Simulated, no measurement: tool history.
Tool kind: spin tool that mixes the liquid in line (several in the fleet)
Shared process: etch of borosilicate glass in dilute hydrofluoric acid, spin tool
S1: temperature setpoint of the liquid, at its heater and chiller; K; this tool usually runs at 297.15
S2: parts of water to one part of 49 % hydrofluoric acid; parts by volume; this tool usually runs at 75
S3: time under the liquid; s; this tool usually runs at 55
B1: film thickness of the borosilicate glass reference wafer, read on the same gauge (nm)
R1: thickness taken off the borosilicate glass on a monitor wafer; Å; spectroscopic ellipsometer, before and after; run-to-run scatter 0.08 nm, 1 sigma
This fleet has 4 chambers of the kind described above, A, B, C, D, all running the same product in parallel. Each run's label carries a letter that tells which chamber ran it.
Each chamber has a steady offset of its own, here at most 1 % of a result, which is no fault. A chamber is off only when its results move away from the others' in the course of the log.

{"run": "1C", "hour": 4.5, "S1": 297.15, "S2": 75, "S3": 55, "B1": 130.04, "R1": 141.31}
{"run": "2A", "hour": 11.5, "S1": 297.15, "S2": 75, "S3": 55, "B1": 130.02, "R1": 142.13}
{"run": "3B", "hour": 16.9, "S1": 297.15, "S2": 75, "S3": 55, "B1": 130.0, "R1": 139.66}
{"run": "4D", "hour": 22.5, "S1": 297.15, "S2": 75, "S3": 55, "B1": 129.99, "R1": 141.44}
{"run": "5C", "hour": 29.1, "S1": 297.15, "S2": 75, "S3": 55, "B1": 130.01, "R1": 140.2}
{"run": "6D", "hour": 34.2, "S1": 297.15, "S2": 50, "S3": 55, "B1": 130.01, "R1": 219.56}
{"run": "7B", "hour": 39.9, "S1": 297.15, "S2": 50, "S3": 55, "B1": 130.03, "R1": 223.0}
{"run": "8A", "hour": 44.5, "S1": 297.15, "S2": 50, "S3": 55, "B1": 130.02, "R1": 220.05}
{"run": "9A", "hour": 48.8, "S1": 297.15, "S2": 50, "S3": 55, "B1": 129.96, "R1": 219.77}
{"run": "10D", "hour": 52.3, "S1": 297.15, "S2": 75, "S3": 55, "B1": 130.01, "R1": 142.12}
{"run": "11B", "hour": 58.4, "S1": 297.15, "S2": 75, "S3": 55, "B1": 130.0, "R1": 143.9}
{"run": "12C", "hour": 61.9, "S1": 297.15, "S2": 75, "S3": 55, "B1": 129.96, "R1": 140.46}
{"run": "13A", "hour": 69.2, "S1": 297.15, "S2": 75, "S3": 55, "B1": 130.01, "R1": 142.12}
{"run": "14B", "hour": 74.1, "S1": 297.15, "S2": 75, "S3": 55, "B1": 130.01, "R1": 143.92}
{"run": "15C", "hour": 79.5, "S1": 297.15, "S2": 75, "S3": 55, "B1": 130.04, "R1": 139.49}
{"run": "16D", "hour": 84.4, "S1": 297.15, "S2": 75, "S3": 55, "B1": 130.04, "R1": 142.04}
{"run": "17D", "hour": 90.2, "S1": 297.15, "S2": 75, "S3": 55, "B1": 129.97, "R1": 140.96}
{"run": "18C", "hour": 94.4, "S1": 297.15, "S2": 75, "S3": 55, "B1": 130.01, "R1": 139.74}
{"run": "19B", "hour": 100.6, "S1": 297.15, "S2": 50, "S3": 35, "B1": 130.02, "R1": 144.7}
{"run": "20A", "hour": 107.7, "S1": 297.15, "S2": 50, "S3": 35, "B1": 130.03, "R1": 139.59}
{"run": "21B", "hour": 112.3, "S1": 297.15, "S2": 50, "S3": 35, "B1": 130.01, "R1": 145.46}
{"run": "22D", "hour": 118.3, "S1": 297.15, "S2": 50, "S3": 35, "B1": 130.0, "R1": 137.85}
{"run": "23C", "hour": 122.0, "S1": 297.15, "S2": 75, "S3": 55, "B1": 130.03, "R1": 139.98}
{"run": "24A", "hour": 129.4, "S1": 297.15, "S2": 75, "S3": 55, "B1": 130.0, "R1": 141.8}
{"run": "25A", "hour": 134.3, "S1": 293.15, "S2": 75, "S3": 55, "B1": 129.98, "R1": 120.27}
{"run": "26B", "hour": 141.7, "S1": 293.15, "S2": 75, "S3": 55, "B1": 130.01, "R1": 126.18}
{"run": "27D", "hour": 148.1, "S1": 293.15, "S2": 75, "S3": 55, "B1": 130.04, "R1": 121.11}
{"run": "28C", "hour": 151.8, "S1": 293.15, "S2": 75, "S3": 55, "B1": 129.98, "R1": 119.2}
{"run": "29B", "hour": 156.0, "S1": 297.15, "S2": 75, "S3": 55, "B1": 129.96, "R1": 147.81}

Next, all 4 chambers run the settings below, one line each with question marks for the results. What does each chamber give?
{"run": "30A", "hour": 161.4, "S1": 297.15, "S2": 75, "S3": 55, "R1": "?"}
{"run": "30B", "hour": 161.4, "S1": 297.15, "S2": 75, "S3": 55, "R1": "?"}
{"run": "30C", "hour": 161.4, "S1": 297.15, "S2": 75, "S3": 55, "R1": "?"}
{"run": "30D", "hour": 161.4, "S1": 297.15, "S2": 75, "S3": 55, "R1": "?"}

run=30A R1=140.60
run=30B R1=148.83
run=30C R1=141.48
run=30D R1=143.00

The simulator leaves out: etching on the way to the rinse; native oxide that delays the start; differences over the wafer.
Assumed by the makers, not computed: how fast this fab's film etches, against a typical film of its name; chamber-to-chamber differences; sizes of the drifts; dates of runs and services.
